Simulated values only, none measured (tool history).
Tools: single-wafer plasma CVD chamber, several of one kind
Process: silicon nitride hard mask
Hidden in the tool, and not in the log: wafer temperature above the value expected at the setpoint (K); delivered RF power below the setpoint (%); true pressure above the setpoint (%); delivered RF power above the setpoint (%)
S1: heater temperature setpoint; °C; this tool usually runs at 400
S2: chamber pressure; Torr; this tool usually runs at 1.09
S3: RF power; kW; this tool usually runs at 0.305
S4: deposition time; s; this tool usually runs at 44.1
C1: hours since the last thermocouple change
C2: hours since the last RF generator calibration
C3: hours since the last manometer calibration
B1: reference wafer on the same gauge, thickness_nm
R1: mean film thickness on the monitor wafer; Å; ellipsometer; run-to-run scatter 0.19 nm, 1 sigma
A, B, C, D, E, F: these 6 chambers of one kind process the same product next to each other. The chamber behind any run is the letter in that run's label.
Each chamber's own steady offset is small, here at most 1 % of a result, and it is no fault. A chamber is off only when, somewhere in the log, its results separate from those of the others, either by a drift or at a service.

run   hour   S1    S2     S3    S4      C1      C2      C3      B1      R1
 1E    8.4  400  1.09  0.305  44.1   583.1   596.3    99.8  37.867  457.95
 2C   19.3  400  1.09  0.305  44.1   796.8   815.4  1307.1  37.896  456.95
 3A   28.8  400  1.09  0.305  44.1   211.8  1596.5   772.4  37.957  461.17
 4D   39.9  400  1.09  0.305  44.1   824.3    92.4  1073.5  37.926   458.1
 5F   47.9  400  1.32  0.305  38.1  2486.2   257.7     246  37.874  420.76
 6B   57.7  400  1.32  0.305  38.1   304.4   411.3  1518.2  37.933  419.58
 7A   64.7  400  1.32  0.305  38.1   247.7  1632.4   808.3  37.902   422.4
 8D   77.5  400  1.32  0.305  38.1   861.9     130  1111.1  37.847  415.83
 9C   88.4  400  1.32  0.305  38.1   865.9   884.5  1376.2  37.928   423.9
10E   99.6  400  1.32  0.305  38.1   674.3   687.5     191  37.878  417.75
11F  105.4  400  1.09  0.305  44.1  2543.7   315.2   303.5  37.924  457.74
12B  115.4  400  1.09  0.305  44.1   362.1     469  1575.9  37.902  454.67
13D  122.6  400  1.09  0.305  44.1     907   175.1  1156.2  37.931  453.07
14B  128.2  413  1.09   0.25  44.1   374.9   481.8  1588.7  37.865  393.48
15F  136.1  413  1.09   0.25  44.1  2574.4   345.9   334.2  37.933  397.62
16E  143.5  413  1.09   0.25  44.1   718.2   731.4   234.9  37.879  396.44
17C  151.7  413  1.09   0.25  44.1   929.2   947.8  1439.5  37.898  396.56
     161.9  -- chamber A: capacitance manometer re-zeroed and calibrated
18A  164.6  413  1.09   0.25  44.1   347.6  1732.3     2.7  37.883  398.83
19F  175.8  413  1.09   0.25  44.1  2614.1   385.6   373.9  37.847  393.83
20A  184.5  400  1.09  0.305  44.1   367.5  1752.2    22.6  37.868  459.09
21C  191.2  400  1.09  0.305  44.1   968.7   987.3    1479  37.904  460.73
22D  197.4  400  1.09   0.35  51.6   981.8   249.9    1231  37.914  583.52
23B  207.4  400  1.09   0.35  51.6   454.1     561  1667.9  37.874  584.08
24E  214.1  400  1.09   0.35  51.6   788.8     802   305.5  37.883  586.66
25F  222.4  400  1.09   0.35  51.6  2660.7   432.2   420.5  37.929  584.23
26C  229.7  400  1.09   0.35  51.6  1007.2  1025.8  1517.5  37.915  588.01
27E  236.2  400  1.09   0.35  51.6   810.9   824.1   327.6  37.856  583.76
28B  242.5  400  1.09  0.305  44.1   489.2   596.1    1703  37.909  459.72
29D  251.9  400  1.09  0.305  44.1  1036.3   304.4  1285.5  37.887   453.1
30A  263.3  400  1.09  0.305  44.1   446.3    1831   101.4  37.921  454.93
31C  270.9  400  1.09  0.305  44.1  1048.4    1067  1558.7  37.907  462.17
32A  282.3  400  1.09  0.305  44.1   465.3    1850   120.4  37.894  456.77
33B  293.5  391  1.31  0.305  44.1   540.2   647.1    1754  37.894  488.39
34E  300.9  391  1.31  0.305  44.1   875.6   888.8   392.3   37.93  485.81
35D  307.2  391  1.31  0.305  44.1  1091.6   359.7  1340.8  37.921  482.46
36F  315.1  391  1.31  0.305  44.1  2753.4   524.9   513.2  37.912  489.09

Each of the 6 chambers runs these same settings next. Fill in every chamber's results:
37A  324.4  410  1.09  0.305  44.1                   ?
37B  324.4  410  1.09  0.305  44.1                   ?
37C  324.4  410  1.09  0.305  44.1                   ?
37D  324.4  410  1.09  0.305  44.1                   ?
37E  324.4  410  1.09  0.305  44.1                   ?
37F  324.4  410  1.09  0.305  44.1                   ?

run      R1
37A  454.74
37B  455.51
37C  456.99
37D  453.93
37E  455.29
37F  452.18

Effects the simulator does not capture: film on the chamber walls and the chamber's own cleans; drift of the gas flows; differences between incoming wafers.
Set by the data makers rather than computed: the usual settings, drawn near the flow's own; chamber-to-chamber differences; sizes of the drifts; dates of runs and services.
